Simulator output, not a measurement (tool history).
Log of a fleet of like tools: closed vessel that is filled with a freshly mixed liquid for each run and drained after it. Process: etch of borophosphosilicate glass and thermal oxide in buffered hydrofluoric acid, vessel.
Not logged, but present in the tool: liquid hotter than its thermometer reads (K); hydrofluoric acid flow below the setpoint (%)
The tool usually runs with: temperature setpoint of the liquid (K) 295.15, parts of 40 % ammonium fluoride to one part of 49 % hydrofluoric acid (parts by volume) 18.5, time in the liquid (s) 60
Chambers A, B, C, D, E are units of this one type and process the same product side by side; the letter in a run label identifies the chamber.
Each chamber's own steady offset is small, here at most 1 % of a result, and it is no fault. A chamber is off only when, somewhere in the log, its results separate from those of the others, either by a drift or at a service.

run	hour	temperature setpoint of the liquid (K)	parts of 40 % ammonium fluoride to one part of 49 % hydrofluoric acid (parts by volume)	time in the liquid (s)	hours since the thermometer was replaced	hours since the hydrofluoric acid flow meter was replaced	read-back film thickness of the borophosphosilicate glass reference wafer, read on the same gauge (nm)	read-back film thickness of the thermal oxide reference wafer, read on the same gauge (nm)	thickness taken off the borophosphosilicate glass on a monitor wafer (angstrom)	thickness taken off the thermal oxide on a monitor wafer (angstrom)
1E	2.6	295.15	18.5	60	416.9	200.4	70.012	119.99	360.88	331.97
# hour 6.7: chamber D: hydrofluoric acid flow meter replaced
2C	7.0	295.15	18.5	60	1137.1	231.2	70.006	119.98	366.62	335.70
3A	9.5	295.15	18.5	60	963.9	744.7	70.010	119.99	364.86	331.36
4B	12.9	295.15	18.5	60	1055.1	2440.7	70.002	119.99	355.32	334.18
5D	16.2	295.15	18.5	60	1746.0	9.6	69.989	120.02	363.37	339.04
6D	21.2	295.15	18.5	60	1751.0	14.6	70.008	120.00	365.01	337.97
7C	25.1	295.15	14.0	60	1155.2	249.3	70.000	120.00	485.31	441.28
8B	29.8	295.15	14.0	60	1072.0	2457.6	69.978	119.98	481.03	431.26
9A	33.9	295.15	14.0	60	988.3	769.1	70.006	120.01	483.57	434.25
10E	37.9	295.15	14.0	60	452.2	235.7	69.999	120.02	486.77	440.65
# hour 38.4: chamber B: hydrofluoric acid flow meter replaced
11D	41.2	295.15	14.0	60	1771.0	34.6	69.997	119.98	483.23	442.05
12E	44.2	295.15	18.5	60	458.5	242.0	69.995	120.00	360.66	339.67
13C	49.3	295.15	18.5	60	1179.4	273.5	70.003	119.98	366.65	336.79
14A	52.3	295.15	18.5	60	1006.7	787.5	70.013	120.02	364.96	334.37
15B	54.9	295.15	23.0	60	1097.1	16.6	70.002	120.00	305.60	283.53
16A	59.4	295.15	23.0	60	1013.8	794.6	69.975	120.01	309.58	286.97
17E	62.3	295.15	23.0	60	476.6	260.1	69.992	119.99	308.08	280.64
18C	66.9	295.15	23.0	60	1197.0	291.1	70.017	119.98	308.36	277.34
# hour 68.8: chamber A: hydrofluoric acid flow meter replaced
19D	71.6	295.15	23.0	60	1801.4	65.0	70.008	119.99	312.47	285.11
20B	75.7	295.15	18.5	60	1117.9	37.4	70.016	119.99	364.25	335.99
21B	80.4	295.15	18.5	60	1122.6	42.1	69.979	120.01	365.68	336.29
22C	83.8	295.15	18.5	60	1213.9	308.0	69.998	120.01	369.52	333.94
23E	88.2	295.15	18.5	60	502.5	286.0	69.998	120.02	369.33	334.41
24D	91.6	295.15	18.5	60	1821.4	85.0	69.995	120.03	364.00	335.20
25A	93.9	295.15	18.5	60	1048.3	25.2	70.003	119.99	394.00	364.52
26E	97.9	295.15	18.5	60	512.2	295.7	70.002	120.02	359.94	336.12
27A	100.7	295.15	18.5	60	1055.1	32.0	70.001	120.00	398.35	360.62
28D	105.9	295.15	18.5	30	1835.7	99.3	70.003	120.01	183.14	170.29
29B	110.3	295.15	18.5	30	1152.5	72.0	70.002	120.02	182.80	167.15
30C	113.5	295.15	18.5	30	1243.6	337.7	69.988	120.01	180.68	168.03

Has any chamber moved away from the others, gradually or after a service, or does the common gauge drift, or do the chambers differ only by their own small steady offsets? State the chamber and the most likely cause if one applies.

Chamber A drifts away from the others.
Cause: liquid hotter than its thermometer reads (K) = 2.17.

Chamber A could run next with any of the 4 candidate recipes listed below; each alters the usual settings, and their results appear as question marks. Which one brings its results back in line with what the other chambers deliver on the usual settings?
To be in line, a result may differ from the other chambers' mean on the usual settings by at most: thickness taken off the borophosphosilicate glass on a monitor wafer (angstrom) 12.00; thickness taken off the thermal oxide on a monitor wafer (angstrom) 10.00
31A-1	117.3	294.15	17.0	65					?	?
31A-2	117.3	296.15	20.0	55					?	?
31A-3	117.3	290.65	13.5	70					?	?
31A-4	117.3	296.65	21.5	50					?	?

The mean the other chambers reach with the usual settings: thickness taken off the borophosphosilicate glass on a monitor wafer (angstrom) 365.40; thickness taken off the thermal oxide on a monitor wafer (angstrom) 334.77
run	thickness taken off the borophosphosilicate glass on a monitor wafer (angstrom)	thickness taken off the thermal oxide on a monitor wafer (angstrom)
31A-1	461.70	421.03
31A-2	370.06	338.00
31A-3	516.71	469.69
31A-4	328.60	300.26
With 31A-2, the chamber falls back in line with the rest.
